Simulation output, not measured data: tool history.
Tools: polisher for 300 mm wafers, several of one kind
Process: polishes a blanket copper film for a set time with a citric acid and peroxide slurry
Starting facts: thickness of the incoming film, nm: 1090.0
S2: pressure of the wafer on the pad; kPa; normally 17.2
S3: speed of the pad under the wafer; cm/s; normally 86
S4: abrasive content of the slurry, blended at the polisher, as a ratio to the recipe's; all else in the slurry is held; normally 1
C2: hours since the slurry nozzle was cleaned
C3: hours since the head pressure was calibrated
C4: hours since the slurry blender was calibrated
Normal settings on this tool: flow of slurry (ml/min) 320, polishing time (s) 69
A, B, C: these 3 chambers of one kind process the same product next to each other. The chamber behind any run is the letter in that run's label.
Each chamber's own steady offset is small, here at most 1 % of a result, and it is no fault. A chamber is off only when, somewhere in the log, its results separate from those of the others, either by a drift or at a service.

run 1B day=0.212 | flow_of_slurry_(ml/min)=320 S2=17.2 S3=86 S4=1 polishing_time_(s)=69 | wafers_polished_on_this_pad=940 C2=720.7 C3=162.8 C4=168.3 | film_removed_(angstrom)=1216.3
-- day=0.3 chamber A: worn pad replaced by a new one
run 2C day=0.492 | flow_of_slurry_(ml/min)=320 S2=17.2 S3=86 S4=1 polishing_time_(s)=69 | wafers_polished_on_this_pad=306 C2=322.6 C3=60.5 C4=109.2 | film_removed_(angstrom)=1235.1
run 3A day=0.821 | flow_of_slurry_(ml/min)=320 S2=17.2 S3=86 S4=1 polishing_time_(s)=69 | wafers_polished_on_this_pad=133 C2=112.2 C3=226.8 C4=184.1 | film_removed_(angstrom)=1213
-- day=0.9 chamber A: slurry blender recalibrated
run 4A day=0.979 | flow_of_slurry_(ml/min)=320 S2=17.2 S3=86 S4=1 polishing_time_(s)=69 | wafers_polished_on_this_pad=174 C2=116 C3=230.6 C4=1.9 | film_removed_(angstrom)=1249.2
-- day=1.112 chamber B: worn pad replaced by a new one
-- day=1.125 chamber C: worn pad replaced by a new one
run 5B day=1.2 | flow_of_slurry_(ml/min)=280 S2=17.2 S3=110 S4=1 polishing_time_(s)=69 | wafers_polished_on_this_pad=23 C2=744.4 C3=186.5 C4=192 | film_removed_(angstrom)=1519.9
run 6C day=1.396 | flow_of_slurry_(ml/min)=280 S2=17.2 S3=110 S4=1 polishing_time_(s)=69 | wafers_polished_on_this_pad=70 C2=344.3 C3=82.2 C4=130.9 | film_removed_(angstrom)=1502.5
-- day=1.517 chamber B: slurry blender recalibrated
run 7B day=1.729 | flow_of_slurry_(ml/min)=280 S2=17.2 S3=110 S4=1 polishing_time_(s)=69 | wafers_polished_on_this_pad=159 C2=757.1 C3=199.2 C4=5.1 | film_removed_(angstrom)=1533
run 8C day=1.942 | flow_of_slurry_(ml/min)=320 S2=17.2 S3=86 S4=1 polishing_time_(s)=69 | wafers_polished_on_this_pad=210 C2=357.4 C3=95.3 C4=144 | film_removed_(angstrom)=1204.6
run 9A day=2.275 | flow_of_slurry_(ml/min)=320 S2=20.7 S3=86 S4=0.8 polishing_time_(s)=69 | wafers_polished_on_this_pad=507 C2=147.1 C3=261.7 C4=33 | film_removed_(angstrom)=1402.1
run 10B day=2.533 | flow_of_slurry_(ml/min)=320 S2=20.7 S3=86 S4=0.8 polishing_time_(s)=69 | wafers_polished_on_this_pad=365 C2=776.4 C3=218.5 C4=24.4 | film_removed_(angstrom)=1400
run 11C day=2.812 | flow_of_slurry_(ml/min)=320 S2=20.7 S3=86 S4=0.8 polishing_time_(s)=69 | wafers_polished_on_this_pad=434 C2=378.3 C3=116.2 C4=164.9 | film_removed_(angstrom)=1373.9
run 12A day=3.017 | flow_of_slurry_(ml/min)=375 S2=17.2 S3=86 S4=1 polishing_time_(s)=69 | wafers_polished_on_this_pad=698 C2=164.9 C3=279.5 C4=50.8 | film_removed_(angstrom)=1241.7
run 13C day=3.246 | flow_of_slurry_(ml/min)=375 S2=17.2 S3=86 S4=1 polishing_time_(s)=69 | wafers_polished_on_this_pad=545 C2=388.7 C3=126.6 C4=175.3 | film_removed_(angstrom)=1212.5
run 14B day=3.45 | flow_of_slurry_(ml/min)=375 S2=17.2 S3=86 S4=1 polishing_time_(s)=69 | wafers_polished_on_this_pad=601 C2=798.4 C3=240.5 C4=46.4 | film_removed_(angstrom)=1249.9
-- day=3.454 chamber C: worn pad replaced by a new one
-- day=3.55 chamber B: slurry nozzle cleaned
-- day=3.592 chamber A: worn pad replaced by a new one
run 15A day=3.775 | flow_of_slurry_(ml/min)=225 S2=17.2 S3=86 S4=1 polishing_time_(s)=78 | wafers_polished_on_this_pad=47 C2=183.1 C3=297.7 C4=69 | film_removed_(angstrom)=1330.7
run 16A day=4.079 | flow_of_slurry_(ml/min)=225 S2=17.2 S3=86 S4=1 polishing_time_(s)=78 | wafers_polished_on_this_pad=126 C2=190.4 C3=305 C4=76.3 | film_removed_(angstrom)=1339.3
run 17C day=4.421 | flow_of_slurry_(ml/min)=225 S2=17.2 S3=86 S4=1 polishing_time_(s)=78 | wafers_polished_on_this_pad=249 C2=416.9 C3=154.8 C4=203.5 | film_removed_(angstrom)=1279.6
run 18B day=4.646 | flow_of_slurry_(ml/min)=320 S2=17.2 S3=60 S4=1 polishing_time_(s)=84 | wafers_polished_on_this_pad=908 C2=26.3 C3=269.2 C4=75.1 | film_removed_(angstrom)=1040.2
run 19C day=4.846 | flow_of_slurry_(ml/min)=320 S2=17.2 S3=60 S4=1 polishing_time_(s)=84 | wafers_polished_on_this_pad=358 C2=427.1 C3=165 C4=213.7 | film_removed_(angstrom)=1034
run 20B day=5.125 | flow_of_slurry_(ml/min)=320 S2=17.2 S3=60 S4=1 polishing_time_(s)=84 | wafers_polished_on_this_pad=1031 C2=37.8 C3=280.7 C4=86.6 | film_removed_(angstrom)=1061.2
run 21A day=5.462 | flow_of_slurry_(ml/min)=320 S2=17.2 S3=86 S4=1 polishing_time_(s)=69 | wafers_polished_on_this_pad=481 C2=223.6 C3=338.2 C4=109.5 | film_removed_(angstrom)=1200.9
run 22B day=5.762 | flow_of_slurry_(ml/min)=320 S2=17.2 S3=72 S4=1 polishing_time_(s)=69 | wafers_polished_on_this_pad=1195 C2=53.1 C3=296 C4=101.9 | film_removed_(angstrom)=1038.9
-- day=5.858 chamber C: worn pad replaced by a new one
run 23A day=5.921 | flow_of_slurry_(ml/min)=320 S2=17.2 S3=72 S4=1 polishing_time_(s)=69 | wafers_polished_on_this_pad=599 C2=234.6 C3=349.2 C4=120.5 | film_removed_(angstrom)=1057.9
run 24C day=6.092 | flow_of_slurry_(ml/min)=320 S2=17.2 S3=72 S4=1 polishing_time_(s)=69 | wafers_polished_on_this_pad=60 C2=457 C3=194.9 C4=243.6 | film_removed_(angstrom)=972.43
run 25C day=6.375 | flow_of_slurry_(ml/min)=320 S2=17.2 S3=104 S4=1 polishing_time_(s)=69 | wafers_polished_on_this_pad=133 C2=463.8 C3=201.7 C4=250.4 | film_removed_(angstrom)=1421.4
run 26A day=6.625 | flow_of_slurry_(ml/min)=320 S2=17.2 S3=104 S4=1 polishing_time_(s)=69 | wafers_polished_on_this_pad=780 C2=251.5 C3=366.1 C4=137.4 | film_removed_(angstrom)=1457.5
run 27B day=6.796 | flow_of_slurry_(ml/min)=320 S2=17.2 S3=104 S4=1 polishing_time_(s)=69 | wafers_polished_on_this_pad=1461 C2=77.9 C3=320.8 C4=126.7 | film_removed_(angstrom)=1429.8
-- day=7.004 chamber B: worn pad replaced by a new one
run 28B day=7.138 | flow_of_slurry_(ml/min)=320 S2=17.2 S3=86 S4=1 polishing_time_(s)=69 | wafers_polished_on_this_pad=35 C2=86.1 C3=329 C4=134.9 | film_removed_(angstrom)=1208.5
run 29A day=7.325 | flow_of_slurry_(ml/min)=320 S2=17.2 S3=86 S4=0.8 polishing_time_(s)=69 | wafers_polished_on_this_pad=960 C2=268.3 C3=382.9 C4=154.2 | film_removed_(angstrom)=1171.4
run 30C day=7.621 | flow_of_slurry_(ml/min)=320 S2=17.2 S3=86 S4=0.8 polishing_time_(s)=69 | wafers_polished_on_this_pad=453 C2=493.7 C3=231.6 C4=280.3 | film_removed_(angstrom)=1099.2
-- day=7.696 chamber A: worn pad replaced by a new one
run 31A day=7.779 | flow_of_slurry_(ml/min)=320 S2=17.2 S3=86 S4=0.8 polishing_time_(s)=69 | wafers_polished_on_this_pad=21 C2=279.2 C3=393.8 C4=165.1 | film_removed_(angstrom)=1153.4
-- day=7.804 chamber C: worn pad replaced by a new one
run 32B day=8.104 | flow_of_slurry_(ml/min)=320 S2=17.2 S3=86 S4=1 polishing_time_(s)=69 | wafers_polished_on_this_pad=283 C2=109.3 C3=352.2 C4=158.1 | film_removed_(angstrom)=1214.2
run 33C day=8.279 | flow_of_slurry_(ml/min)=320 S2=17.2 S3=86 S4=1 polishing_time_(s)=69 | wafers_polished_on_this_pad=122 C2=509.5 C3=247.4 C4=296.1 | film_removed_(angstrom)=1155.8

Does one chamber stand apart from the rest, does the shared gauge drift, or is all well apart from small per-chamber offsets? Give the chamber and the most likely cause, where there is one.

Chamber C drifts away from the others.
Most likely cause: abrasive missing from the slurry, % = 27.1.
The log may not separate it from: slurry flow missing at the pad, %; head's pressure below its setpoint, %.

Here are 4 candidates for chamber C's next run, each the usual settings with a change, their results left as question marks. Which one brings its results back in line with what the others give on the usual settings?
Maximum distance from the other chambers' mean on the usual settings for a result to count as in line: film removed (angstrom) 48
run 34C-1 day=8.533 | flow_of_slurry_(ml/min)=320 S2=17.2 S3=86 S4=1 polishing_time_(s)=79 | film_removed_(angstrom)=?
run 34C-2 day=8.533 | flow_of_slurry_(ml/min)=320 S2=17.2 S3=80 S4=1 polishing_time_(s)=64 | film_removed_(angstrom)=?
run 34C-3 day=8.533 | flow_of_slurry_(ml/min)=320 S2=17.2 S3=86 S4=1 polishing_time_(s)=74 | film_removed_(angstrom)=?
run 34C-4 day=8.533 | flow_of_slurry_(ml/min)=320 S2=15.9 S3=86 S4=1 polishing_time_(s)=69 | film_removed_(angstrom)=?

On the usual settings, the other chambers give on average: film removed (angstrom) 1219.4
run=34C-1 film_removed_(angstrom)=1295.2
run=34C-2 film_removed_(angstrom)=977.61
run=34C-3 film_removed_(angstrom)=1213.2
run=34C-4 film_removed_(angstrom)=1043.6
34C-3 is the one that brings the chamber's results back in line with the other chambers.
